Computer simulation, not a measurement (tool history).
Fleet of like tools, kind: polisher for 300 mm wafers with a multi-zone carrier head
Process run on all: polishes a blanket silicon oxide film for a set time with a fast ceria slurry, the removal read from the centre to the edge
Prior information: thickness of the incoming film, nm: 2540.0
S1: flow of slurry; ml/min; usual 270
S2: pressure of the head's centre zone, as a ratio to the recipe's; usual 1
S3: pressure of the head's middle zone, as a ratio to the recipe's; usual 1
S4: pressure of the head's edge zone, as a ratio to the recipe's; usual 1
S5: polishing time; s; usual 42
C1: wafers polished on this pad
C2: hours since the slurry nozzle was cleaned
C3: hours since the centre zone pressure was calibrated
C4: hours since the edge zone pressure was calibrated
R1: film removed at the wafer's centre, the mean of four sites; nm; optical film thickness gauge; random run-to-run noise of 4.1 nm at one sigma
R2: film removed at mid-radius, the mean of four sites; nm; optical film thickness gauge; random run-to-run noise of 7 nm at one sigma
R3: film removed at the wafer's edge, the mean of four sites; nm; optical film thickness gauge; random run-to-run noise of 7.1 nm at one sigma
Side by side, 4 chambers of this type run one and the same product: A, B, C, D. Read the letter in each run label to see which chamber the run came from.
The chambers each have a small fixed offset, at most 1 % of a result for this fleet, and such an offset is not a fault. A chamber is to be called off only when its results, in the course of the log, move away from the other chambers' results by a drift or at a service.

Run 1B, hour 5.6: usual settings; C1 535; C2 66.2; C3 247.8; C4 744.7. Result: R1 571.34 nm, R2 567.24 nm, R3 552.65 nm.
At hour 10: chamber A: worn pad replaced by a new one.
Run 2C, hour 10.8: usual settings; C1 920; C2 11.6; C3 621.4; C4 386. Result: R1 559.4 nm, R2 558.82 nm, R3 557.56 nm.
Run 3A, hour 17.3: usual settings; C1 88; C2 273.5; C3 536.6; C4 165. Result: R1 554.25 nm, R2 568.79 nm, R3 570.74 nm.
Run 4D, hour 22.7: usual settings; C1 486; C2 208.2; C3 275.8; C4 144.6. Result: R1 559.4 nm, R2 557.02 nm, R3 563.25 nm.
Run 5B, hour 30.6: usual settings; C1 835; C2 91.2; C3 272.8; C4 769.7. Result: R1 564.85 nm, R2 568.04 nm, R3 564.97 nm.
At hour 38.5: chamber C: worn pad replaced by a new one.
Run 6D, hour 38.7: usual settings; C1 679; C2 224.2; C3 291.8; C4 160.6. Result: R1 562.37 nm, R2 564.13 nm, R3 568.87 nm.
Run 7A, hour 44.1: usual settings; C1 410; C2 300.3; C3 563.4; C4 191.8. Result: R1 558.28 nm, R2 559.71 nm, R3 579.25 nm.
Run 8C, hour 49.8: usual settings; C1 136; C2 50.6; C3 660.4; C4 425. Result: R1 565.57 nm, R2 552.73 nm, R3 556.1 nm.
Run 9A, hour 57: usual settings; C1 565; C2 313.2; C3 576.3; C4 204.7. Result: R1 561.24 nm, R2 562.16 nm, R3 575.34 nm.
Run 10C, hour 64.4: usual settings; C1 312; C2 65.2; C3 675; C4 439.6. Result: R1 561.81 nm, R2 579.96 nm, R3 569.3 nm.
At hour 67.9: chamber A: worn pad replaced by a new one.
At hour 68: chamber B: worn pad replaced by a new one.
Run 11D, hour 68.4: usual settings; C1 1035; C2 253.9; C3 321.5; C4 190.3. Result: R1 563.32 nm, R2 575.33 nm, R3 576.99 nm.
At hour 70.1: chamber C: centre zone pressure recalibrated.
Run 12B, hour 76.6: usual settings but S3 0.88; C1 103; C2 137.2; C3 318.8; C4 815.7. Result: R1 560.75 nm, R2 517.22 nm, R3 562.83 nm.
Run 13A, hour 81.7: usual settings but S3 0.88; C1 166; C2 337.9; C3 601; C4 229.4. Result: R1 549.9 nm, R2 507.4 nm, R3 574.27 nm.
Run 14B, hour 86.2: usual settings but S3 0.88; C1 219; C2 146.8; C3 328.4; C4 825.3. Result: R1 560.69 nm, R2 515.12 nm, R3 566.27 nm.
At hour 87: chamber B: centre zone pressure recalibrated.
Run 15D, hour 93: usual settings but S3 0.88; C1 1331; C2 278.5; C3 346.1; C4 214.9. Result: R1 560.14 nm, R2 506.2 nm, R3 576.09 nm.
Run 16C, hour 98.4: usual settings; C1 720; C2 99.2; C3 28.3; C4 473.6. Result: R1 569.07 nm, R2 558.49 nm, R3 571.73 nm.
At hour 103.3: chamber D: worn pad replaced by a new one.
Run 17C, hour 106.3: usual settings; C1 815; C2 107.1; C3 36.2; C4 481.5. Result: R1 571.08 nm, R2 559.12 nm, R3 556.33 nm.
Run 18A, hour 112.1: usual settings; C1 531; C2 368.3; C3 631.4; C4 259.8. Result: R1 566.42 nm, R2 562.77 nm, R3 552.38 nm.
Run 19D, hour 118.6: usual settings; C1 184; C2 304.1; C3 371.7; C4 240.5. Result: R1 566.22 nm, R2 557.53 nm, R3 564.2 nm.
At hour 121.4: chamber A: worn pad replaced by a new one.
Run 20B, hour 124.4: usual settings; C1 678; C2 185; C3 37.4; C4 863.5. Result: R1 524.05 nm, R2 563.1 nm, R3 561.87 nm.
Run 21D, hour 131.5: usual settings; C1 339; C2 317; C3 384.6; C4 253.4. Result: R1 566.33 nm, R2 558.4 nm, R3 578.8 nm.
Run 22C, hour 138.3: usual settings but S1 355 ml/min, S3 1.05; C1 1199; C2 139.1; C3 68.2; C4 513.5. Result: R1 584.1 nm, R2 610.12 nm, R3 571.63 nm.
Run 23B, hour 142.5: usual settings but S1 355 ml/min, S3 1.05; C1 895; C2 203.1; C3 55.5; C4 881.6. Result: R1 542.42 nm, R2 595.67 nm, R3 567.76 nm.
At hour 144.9: chamber B: slurry nozzle cleaned.
Run 24A, hour 146.2: usual settings but S1 355 ml/min, S3 1.05; C1 297; C2 402.4; C3 665.5; C4 293.9. Result: R1 576.51 nm, R2 603.14 nm, R3 557.92 nm.
At hour 150.7: chamber C: worn pad replaced by a new one.
Run 25B, hour 151.8: usual settings but S1 355 ml/min, S3 1.05; C1 1007; C2 7; C3 64.8; C4 890.9. Result: R1 538.81 nm, R2 614.83 nm, R3 580.86 nm.
Run 26A, hour 159.7: usual settings; C1 460; C2 415.9; C3 679; C4 307.4. Result: R1 561.62 nm, R2 568.43 nm, R3 559.89 nm.
Run 27C, hour 166.6: usual settings; C1 191; C2 167.4; C3 96.5; C4 541.8. Result: R1 562.04 nm, R2 564.71 nm, R3 569.34 nm.
Run 28D, hour 174: usual settings; C1 849; C2 359.5; C3 427.1; C4 295.9. Result: R1 565.68 nm, R2 563.64 nm, R3 565.52 nm.
At hour 174.1: chamber B: worn pad replaced by a new one.
Run 29B, hour 178.8: usual settings but S3 0.89, S5 28 s; C1 57; C2 34; C3 91.8; C4 917.9. Result: R1 350.69 nm, R2 334.24 nm, R3 374.37 nm.
Run 30D, hour 185.1: usual settings but S3 0.89, S5 28 s; C1 982; C2 370.6; C3 438.2; C4 307. Result: R1 375.81 nm, R2 333.21 nm, R3 383.9 nm.
At hour 185.9: chamber A: worn pad replaced by a new one.
Run 31A, hour 192.1: usual settings but S3 0.89, S5 28 s; C1 74; C2 448.3; C3 711.4; C4 339.8. Result: R1 373.23 nm, R2 340.96 nm, R3 375.43 nm.

What goes on in this fleet: one chamber off, a drifting gauge, or nothing beyond the chambers' own small offsets? Name the chamber and the cause, if any.

A service on chamber B put it out of line with the rest.
Most likely cause: centre zone's pressure below its setpoint, % = 5.91.

Here are 4 candidates for chamber B's next run, each the usual settings with a change, their results left as question marks. Which one brings its results back in line with what the others give on the usual settings?
Maximum distance from the other chambers' mean on the usual settings for a result to count as in line: R1 14 nm; R2 24 nm; R3 25 nm
Run 32B-1, hour 198.1: usual settings but S2 1.02. Result: R1 ?, R2 ?, R3 ?.
Run 32B-2, hour 198.1: usual settings but S1 275 ml/min, S2 1.06, S3 0.98, S4 0.98. Result: R1 ?, R2 ?, R3 ?.
Run 32B-3, hour 198.1: usual settings but S1 265 ml/min, S2 0.95, S3 1.02, S4 1.01. Result: R1 ?, R2 ?, R3 ?.
Run 32B-4, hour 198.1: usual settings but S2 0.98. Result: R1 ?, R2 ?, R3 ?.

The mean the other chambers reach with the usual settings: R1 563.35 nm; R2 563.58 nm; R3 565.37 nm
  run      R1      R2      R3
32B-1  539.13  565.27  563.76
32B-2  563.19  556.03  558.84
32B-3  497.98  574.54  565.67
32B-4  516.22  565.39  563.76
It is 32B-2 that realigns the chamber with its peers.
